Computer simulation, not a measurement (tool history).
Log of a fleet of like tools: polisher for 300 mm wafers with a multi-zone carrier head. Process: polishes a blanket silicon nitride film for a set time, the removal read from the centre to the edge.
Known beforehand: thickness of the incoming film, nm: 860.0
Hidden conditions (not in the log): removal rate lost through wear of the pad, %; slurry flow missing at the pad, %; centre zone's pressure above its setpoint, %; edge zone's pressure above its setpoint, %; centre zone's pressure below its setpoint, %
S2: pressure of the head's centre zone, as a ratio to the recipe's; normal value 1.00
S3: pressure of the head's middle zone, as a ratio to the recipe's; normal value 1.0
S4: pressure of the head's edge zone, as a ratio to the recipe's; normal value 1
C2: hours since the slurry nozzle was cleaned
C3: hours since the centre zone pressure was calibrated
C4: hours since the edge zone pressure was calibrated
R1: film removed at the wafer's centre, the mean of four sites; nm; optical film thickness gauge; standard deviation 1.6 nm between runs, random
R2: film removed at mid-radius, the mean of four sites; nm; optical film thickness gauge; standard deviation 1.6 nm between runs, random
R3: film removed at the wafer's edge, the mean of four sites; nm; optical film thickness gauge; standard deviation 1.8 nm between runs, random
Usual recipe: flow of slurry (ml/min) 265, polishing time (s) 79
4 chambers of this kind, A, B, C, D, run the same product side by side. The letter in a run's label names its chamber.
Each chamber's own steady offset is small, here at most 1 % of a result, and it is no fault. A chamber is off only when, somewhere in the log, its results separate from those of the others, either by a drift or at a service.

{"run": "1D", "hour": 8.7, "flow of slurry (ml/min)": 265, "S2": 1.0, "S3": 1.0, "S4": 1, "polishing time (s)": 79, "wafers polished on this pad": 198, "C2": 10.7, "C3": 552.5, "C4": 451.5, "R1": 184.56, "R2": 184.52, "R3": 188.35}
{"hour": 15.4, "done": "chamber A: slurry nozzle cleaned"}
{"run": "2C", "hour": 19.1, "flow of slurry (ml/min)": 265, "S2": 1.0, "S3": 1.0, "S4": 1, "polishing time (s)": 79, "wafers polished on this pad": 368, "C2": 185.3, "C3": 996.1, "C4": 122.3, "R1": 183.9, "R2": 182.22, "R3": 184.74}
{"hour": 25.4, "done": "chamber B: edge zone pressure recalibrated"}
{"run": "3A", "hour": 27.5, "flow of slurry (ml/min)": 265, "S2": 1.0, "S3": 1.0, "S4": 1, "polishing time (s)": 79, "wafers polished on this pad": 387, "C2": 12.2, "C3": 1359.7, "C4": 66.7, "R1": 182.94, "R2": 181.55, "R3": 182.89}
{"run": "4B", "hour": 37.7, "flow of slurry (ml/min)": 265, "S2": 1.0, "S3": 1.0, "S4": 1, "polishing time (s)": 79, "wafers polished on this pad": 587, "C2": 365.4, "C3": 371.7, "C4": 12.4, "R1": 181.46, "R2": 185.16, "R3": 183.75}
{"run": "5B", "hour": 44.9, "flow of slurry (ml/min)": 265, "S2": 1.0, "S3": 1.0, "S4": 1, "polishing time (s)": 79, "wafers polished on this pad": 653, "C2": 372.6, "C3": 378.9, "C4": 19.6, "R1": 182.17, "R2": 183.03, "R3": 186.21}
{"hour": 45.1, "done": "chamber B: centre zone pressure recalibrated"}
{"run": "6D", "hour": 57.8, "flow of slurry (ml/min)": 265, "S2": 1.0, "S3": 1.0, "S4": 1, "polishing time (s)": 79, "wafers polished on this pad": 650, "C2": 59.8, "C3": 601.6, "C4": 500.6, "R1": 184.4, "R2": 183.7, "R3": 184.81}
{"hour": 63.5, "done": "chamber A: worn pad replaced by a new one"}
{"hour": 65.7, "done": "chamber B: worn pad replaced by a new one"}
{"run": "7A", "hour": 65.8, "flow of slurry (ml/min)": 265, "S2": 1.0, "S3": 1.0, "S4": 1, "polishing time (s)": 79, "wafers polished on this pad": 21, "C2": 50.5, "C3": 1398.0, "C4": 105.0, "R1": 183.82, "R2": 183.89, "R3": 181.46}
{"hour": 70.5, "done": "chamber C: worn pad replaced by a new one"}
{"run": "8C", "hour": 79.4, "flow of slurry (ml/min)": 265, "S2": 1.0, "S3": 1.0, "S4": 1, "polishing time (s)": 79, "wafers polished on this pad": 82, "C2": 245.6, "C3": 1056.4, "C4": 182.6, "R1": 179.65, "R2": 186.06, "R3": 182.34}
{"run": "9C", "hour": 89.1, "flow of slurry (ml/min)": 265, "S2": 1.0, "S3": 1.0, "S4": 1, "polishing time (s)": 79, "wafers polished on this pad": 171, "C2": 255.3, "C3": 1066.1, "C4": 192.3, "R1": 180.41, "R2": 188.73, "R3": 178.61}
{"run": "10D", "hour": 99.9, "flow of slurry (ml/min)": 265, "S2": 1.0, "S3": 1.0, "S4": 1, "polishing time (s)": 79, "wafers polished on this pad": 1036, "C2": 101.9, "C3": 643.7, "C4": 542.7, "R1": 182.36, "R2": 182.6, "R3": 181.34}
{"run": "11B", "hour": 108.8, "flow of slurry (ml/min)": 265, "S2": 1.0, "S3": 1.0, "S4": 1, "polishing time (s)": 79, "wafers polished on this pad": 396, "C2": 436.5, "C3": 63.8, "C4": 83.5, "R1": 184.57, "R2": 184.09, "R3": 181.14}
{"run": "12A", "hour": 120.3, "flow of slurry (ml/min)": 210, "S2": 1.0, "S3": 1.1, "S4": 1, "polishing time (s)": 79, "wafers polished on this pad": 522, "C2": 105.0, "C3": 1452.5, "C4": 159.5, "R1": 176.85, "R2": 192.69, "R3": 176.15}
{"hour": 122.0, "done": "chamber B: slurry nozzle cleaned"}
{"hour": 129.9, "done": "chamber C: centre zone pressure recalibrated"}
{"run": "13C", "hour": 132.1, "flow of slurry (ml/min)": 210, "S2": 1.0, "S3": 1.1, "S4": 1, "polishing time (s)": 79, "wafers polished on this pad": 566, "C2": 298.3, "C3": 2.3, "C4": 235.3, "R1": 162.37, "R2": 195.87, "R3": 180.21}
{"hour": 134.3, "done": "chamber C: slurry nozzle cleaned"}
{"hour": 141.5, "done": "chamber B: worn pad replaced by a new one"}
{"hour": 144.5, "done": "chamber D: worn pad replaced by a new one"}
{"run": "14B", "hour": 148.5, "flow of slurry (ml/min)": 210, "S2": 1.0, "S3": 1.1, "S4": 1, "polishing time (s)": 79, "wafers polished on this pad": 64, "C2": 26.5, "C3": 103.5, "C4": 123.2, "R1": 176.55, "R2": 194.35, "R3": 179.16}
{"hour": 149.0, "done": "chamber C: worn pad replaced by a new one"}
{"hour": 156.5, "done": "chamber A: worn pad replaced by a new one"}
{"run": "15A", "hour": 163.2, "flow of slurry (ml/min)": 210, "S2": 1.0, "S3": 1.1, "S4": 1, "polishing time (s)": 79, "wafers polished on this pad": 62, "C2": 147.9, "C3": 1495.4, "C4": 202.4, "R1": 179.22, "R2": 192.96, "R3": 179.39}
{"run": "16D", "hour": 171.4, "flow of slurry (ml/min)": 265, "S2": 1.0, "S3": 1.0, "S4": 1, "polishing time (s)": 79, "wafers polished on this pad": 247, "C2": 173.4, "C3": 715.2, "C4": 614.2, "R1": 183.26, "R2": 182.99, "R3": 185.2}
{"hour": 178.3, "done": "chamber A: centre zone pressure recalibrated"}
{"run": "17D", "hour": 184.4, "flow of slurry (ml/min)": 265, "S2": 1.0, "S3": 1.0, "S4": 1, "polishing time (s)": 79, "wafers polished on this pad": 367, "C2": 186.4, "C3": 728.2, "C4": 627.2, "R1": 185.51, "R2": 185.77, "R3": 181.65}
{"run": "18B", "hour": 197.6, "flow of slurry (ml/min)": 265, "S2": 1.0, "S3": 1.0, "S4": 1, "polishing time (s)": 79, "wafers polished on this pad": 515, "C2": 75.6, "C3": 152.6, "C4": 172.3, "R1": 182.96, "R2": 183.56, "R3": 181.32}
{"hour": 202.4, "done": "chamber D: edge zone pressure recalibrated"}
{"run": "19A", "hour": 207.7, "flow of slurry (ml/min)": 265, "S2": 1.0, "S3": 1.0, "S4": 1, "polishing time (s)": 79, "wafers polished on this pad": 471, "C2": 192.4, "C3": 29.5, "C4": 246.9, "R1": 180.61, "R2": 182.76, "R3": 180.89}
{"run": "20C", "hour": 217.4, "flow of slurry (ml/min)": 265, "S2": 1.0, "S3": 1.0, "S4": 1, "polishing time (s)": 79, "wafers polished on this pad": 628, "C2": 83.2, "C3": 87.6, "C4": 320.6, "R1": 165.02, "R2": 183.92, "R3": 185.31}
{"hour": 218.9, "done": "chamber B: worn pad replaced by a new one"}
{"hour": 219.3, "done": "chamber C: edge zone pressure recalibrated"}
{"run": "21B", "hour": 231.5, "flow of slurry (ml/min)": 265, "S2": 1.0, "S3": 1.0, "S4": 1, "polishing time (s)": 79, "wafers polished on this pad": 116, "C2": 109.5, "C3": 186.5, "C4": 206.2, "R1": 182.76, "R2": 183.25, "R3": 186.25}
{"hour": 234.2, "done": "chamber C: worn pad replaced by a new one"}
{"hour": 239.6, "done": "chamber A: worn pad replaced by a new one"}
{"run": "22D", "hour": 241.6, "flow of slurry (ml/min)": 265, "S2": 1.0, "S3": 1.0, "S4": 1, "polishing time (s)": 79, "wafers polished on this pad": 892, "C2": 243.6, "C3": 785.4, "C4": 39.3, "R1": 183.94, "R2": 181.89, "R3": 184.03}
{"run": "23C", "hour": 251.0, "flow of slurry (ml/min)": 265, "S2": 1.0, "S3": 1.0, "S4": 1, "polishing time (s)": 79, "wafers polished on this pad": 154, "C2": 116.8, "C3": 121.2, "C4": 31.8, "R1": 166.23, "R2": 184.52, "R3": 183.2}
{"run": "24A", "hour": 261.5, "flow of slurry (ml/min)": 265, "S2": 1.0, "S3": 1.0, "S4": 1, "polishing time (s)": 79, "wafers polished on this pad": 202, "C2": 246.2, "C3": 83.3, "C4": 300.7, "R1": 183.86, "R2": 184.15, "R3": 184.96}
{"run": "25D", "hour": 271.2, "flow of slurry (ml/min)": 265, "S2": 1.0, "S3": 1.0, "S4": 1, "polishing time (s)": 79, "wafers polished on this pad": 1164, "C2": 273.2, "C3": 815.0, "C4": 68.9, "R1": 184.15, "R2": 183.54, "R3": 186.0}
{"hour": 281.5, "done": "chamber A: slurry nozzle cleaned"}
{"run": "26B", "hour": 282.3, "flow of slurry (ml/min)": 265, "S2": 1.0, "S3": 1.0, "S4": 1, "polishing time (s)": 79, "wafers polished on this pad": 582, "C2": 160.3, "C3": 237.3, "C4": 257.0, "R1": 183.61, "R2": 180.13, "R3": 184.2}
{"run": "27A", "hour": 289.9, "flow of slurry (ml/min)": 265, "S2": 1.0, "S3": 1.0, "S4": 1, "polishing time (s)": 79, "wafers polished on this pad": 463, "C2": 8.5, "C3": 111.7, "C4": 329.1, "R1": 181.94, "R2": 183.62, "R3": 181.64}
{"hour": 296.3, "done": "chamber D: slurry nozzle cleaned"}
{"run": "28C", "hour": 298.0, "flow of slurry (ml/min)": 265, "S2": 1.06, "S3": 1.0, "S4": 1, "polishing time (s)": 79, "wafers polished on this pad": 586, "C2": 163.8, "C3": 168.2, "C4": 78.8, "R1": 177.91, "R2": 185.19, "R3": 183.26}
{"hour": 298.3, "done": "chamber D: worn pad replaced by a new one"}
{"hour": 304.1, "done": "chamber B: worn pad replaced by a new one"}
{"run": "29B", "hour": 309.0, "flow of slurry (ml/min)": 265, "S2": 1.06, "S3": 1.0, "S4": 1, "polishing time (s)": 79, "wafers polished on this pad": 45, "C2": 187.0, "C3": 264.0, "C4": 283.7, "R1": 192.15, "R2": 182.47, "R3": 187.18}
{"hour": 314.2, "done": "chamber C: worn pad replaced by a new one"}
{"run": "30C", "hour": 319.5, "flow of slurry (ml/min)": 265, "S2": 1.06, "S3": 1.0, "S4": 1, "polishing time (s)": 79, "wafers polished on this pad": 48, "C2": 185.3, "C3": 189.7, "C4": 100.3, "R1": 179.6, "R2": 184.31, "R3": 183.05}
{"run": "31A", "hour": 331.9, "flow of slurry (ml/min)": 265, "S2": 1.06, "S3": 1.0, "S4": 1, "polishing time (s)": 79, "wafers polished on this pad": 848, "C2": 50.5, "C3": 153.7, "C4": 371.1, "R1": 194.92, "R2": 182.2, "R3": 179.94}
{"hour": 337.6, "done": "chamber A: worn pad replaced by a new one"}
{"run": "32D", "hour": 346.8, "flow of slurry (ml/min)": 265, "S2": 1.0, "S3": 1.0, "S4": 1, "polishing time (s)": 79, "wafers polished on this pad": 446, "C2": 50.5, "C3": 890.6, "C4": 144.5, "R1": 184.24, "R2": 186.09, "R3": 182.98}
{"run": "33C", "hour": 362.1, "flow of slurry (ml/min)": 265, "S2": 1.0, "S3": 1.0, "S4": 1, "polishing time (s)": 79, "wafers polished on this pad": 440, "C2": 227.9, "C3": 232.3, "C4": 142.9, "R1": 167.58, "R2": 181.2, "R3": 181.83}
{"run": "34B", "hour": 378.4, "flow of slurry (ml/min)": 265, "S2": 1.0, "S3": 1.0, "S4": 1, "polishing time (s)": 79, "wafers polished on this pad": 682, "C2": 256.4, "C3": 333.4, "C4": 353.1, "R1": 182.83, "R2": 184.36, "R3": 181.12}
{"hour": 381.4, "done": "chamber B: worn pad replaced by a new one"}
{"run": "35D", "hour": 386.9, "flow of slurry (ml/min)": 265, "S2": 1.0, "S3": 1.0, "S4": 1, "polishing time (s)": 79, "wafers polished on this pad": 814, "C2": 90.6, "C3": 930.7, "C4": 184.6, "R1": 181.8, "R2": 183.5, "R3": 183.27}
{"run": "36A", "hour": 398.5, "flow of slurry (ml/min)": 265, "S2": 1.0, "S3": 1.0, "S4": 1, "polishing time (s)": 79, "wafers polished on this pad": 560, "C2": 117.1, "C3": 220.3, "C4": 437.7, "R1": 182.44, "R2": 183.32, "R3": 181.55}
{"run": "37B", "hour": 409.0, "flow of slurry (ml/min)": 265, "S2": 1.0, "S3": 1.0, "S4": 1, "polishing time (s)": 79, "wafers polished on this pad": 253, "C2": 287.0, "C3": 364.0, "C4": 383.7, "R1": 183.18, "R2": 184.02, "R3": 179.52}

For the next run the whole fleet of 4 chambers uses the same settings. Give each chamber's results:
{"run": "38A", "hour": 420.8, "flow of slurry (ml/min)": 265, "S2": 1.0, "S3": 1.1, "S4": 1, "polishing time (s)": 79, "R1": "?", "R2": "?", "R3": "?"}
{"run": "38B", "hour": 420.8, "flow of slurry (ml/min)": 265, "S2": 1.0, "S3": 1.1, "S4": 1, "polishing time (s)": 79, "R1": "?", "R2": "?", "R3": "?"}
{"run": "38C", "hour": 420.8, "flow of slurry (ml/min)": 265, "S2": 1.0, "S3": 1.1, "S4": 1, "polishing time (s)": 79, "R1": "?", "R2": "?", "R3": "?"}
{"run": "38D", "hour": 420.8, "flow of slurry (ml/min)": 265, "S2": 1.0, "S3": 1.1, "S4": 1, "polishing time (s)": 79, "R1": "?", "R2": "?", "R3": "?"}

run=38A R1=185.20 R2=201.58 R3=182.14
run=38B R1=180.32 R2=202.30 R3=183.19
run=38C R1=167.16 R2=198.60 R3=183.23
run=38D R1=181.74 R2=199.14 R3=183.44
